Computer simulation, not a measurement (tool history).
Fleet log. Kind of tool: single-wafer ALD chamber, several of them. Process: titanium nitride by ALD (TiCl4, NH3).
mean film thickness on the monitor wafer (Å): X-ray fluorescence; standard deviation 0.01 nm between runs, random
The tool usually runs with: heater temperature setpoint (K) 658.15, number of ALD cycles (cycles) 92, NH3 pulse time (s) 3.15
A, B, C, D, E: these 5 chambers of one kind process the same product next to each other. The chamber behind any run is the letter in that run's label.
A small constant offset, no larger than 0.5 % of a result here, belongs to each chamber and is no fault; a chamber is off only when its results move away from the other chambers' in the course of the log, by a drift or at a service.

| run | hour | heater temperature setpoint (K) | number of ALD cycles (cycles) | NH3 pulse time (s) | read-back reference wafer on the same gauge, thickness_nm | mean film thickness on the monitor wafer (Å) |
|---|---|---|---|---|---|---|
| 1B | 5.9 | 658.15 | 92 | 3.15 | 1.8301 | 20.365 |
| 2A | 14.6 | 658.15 | 92 | 3.15 | 1.8259 | 20.457 |
| 3E | 22.6 | 658.15 | 92 | 3.15 | 1.8321 | 20.549 |
| 4D | 31.6 | 658.15 | 92 | 3.15 | 1.8289 | 20.425 |
| 5C | 36 | 644.15 | 74 | 3.15 | 1.8301 | 16.23 |
| 6A | 40.4 | 644.15 | 74 | 3.15 | 1.8322 | 16.266 |
| 7C | 47.5 | 644.15 | 74 | 3.15 | 1.8312 | 16.329 |
| 8B | 55.7 | 644.15 | 74 | 3.15 | 1.8293 | 16.332 |
| 9D | 61.6 | 644.15 | 74 | 3.15 | 1.8305 | 16.234 |
| 10E | 67.4 | 658.15 | 92 | 3.15 | 1.8301 | 20.413 |
| 11B | 72.7 | 658.15 | 92 | 3.15 | 1.8306 | 20.328 |
| 12C | 77.3 | 658.15 | 92 | 3.15 | 1.8284 | 20.397 |
| 13A | 84.8 | 658.15 | 92 | 3.15 | 1.8307 | 20.271 |
| 14E | 92.8 | 658.15 | 92 | 3.15 | 1.8321 | 20.669 |
| 15D | 100.9 | 658.15 | 77 | 2.23 | 1.8292 | 16.712 |
| 16C | 109.9 | 658.15 | 77 | 2.23 | 1.8283 | 16.746 |
| 17A | 116.1 | 658.15 | 77 | 2.23 | 1.8307 | 16.81 |
| 18B | 121.7 | 658.15 | 77 | 2.23 | 1.8278 | 16.844 |
| 19D | 130.5 | 658.15 | 77 | 2.23 | 1.8288 | 16.877 |
| 20E | 136.9 | 658.15 | 92 | 3.15 | 1.8311 | 20.455 |
| 21D | 144.4 | 646.15 | 100 | 3.15 | 1.8299 | 22.024 |
| 22A | 149.8 | 646.15 | 100 | 3.15 | 1.8295 | 22.01 |
| 23E | 156.8 | 646.15 | 100 | 3.15 | 1.8293 | 22.432 |
| 24C | 161.6 | 646.15 | 100 | 3.15 | 1.8306 | 22.137 |
| 25B | 168.4 | 646.15 | 100 | 3.15 | 1.8281 | 22.191 |
| 26D | 174.2 | 663.15 | 92 | 3.15 | 1.8329 | 20.456 |
| 27E | 180.8 | 663.15 | 92 | 3.15 | 1.8285 | 20.649 |
| 28A | 189.1 | 663.15 | 92 | 3.15 | 1.832 | 20.455 |
| 29C | 193.7 | 663.15 | 92 | 3.15 | 1.8288 | 20.421 |
| 30B | 200.7 | 663.15 | 92 | 3.15 | 1.8313 | 20.549 |
| 31C | 206.9 | 658.15 | 92 | 3.15 | 1.8302 | 20.351 |
| 32B | 213.7 | 658.15 | 92 | 3.15 | 1.8304 | 20.387 |
| 33D | 219.7 | 658.15 | 92 | 3.15 | 1.8279 | 20.41 |
| 34A | 228.1 | 658.15 | 92 | 3.15 | 1.8295 | 20.279 |
| 35E | 236.7 | 658.15 | 92 | 3.15 | 1.829 | 20.411 |
| 36E | 245.7 | 658.15 | 92 | 3.15 | 1.8284 | 20.759 |
| 37B | 251.8 | 658.15 | 92 | 3.15 | 1.8292 | 20.485 |
| 38A | 258.4 | 658.15 | 92 | 3.15 | 1.829 | 20.347 |
| 39D | 268.2 | 658.15 | 92 | 3.15 | 1.8304 | 20.48 |
| 40C | 275.7 | 658.15 | 92 | 3.15 | 1.8307 | 20.303 |

Decide between three cases: one chamber stands off from its peers, the gauge reading all wafers drifts, or nothing is wrong past each chamber's small offset. Where a chamber is off, say which and what most likely put it there.

The fleet is healthy, with each chamber sitting at its usual small offset and no drift in the gauge.
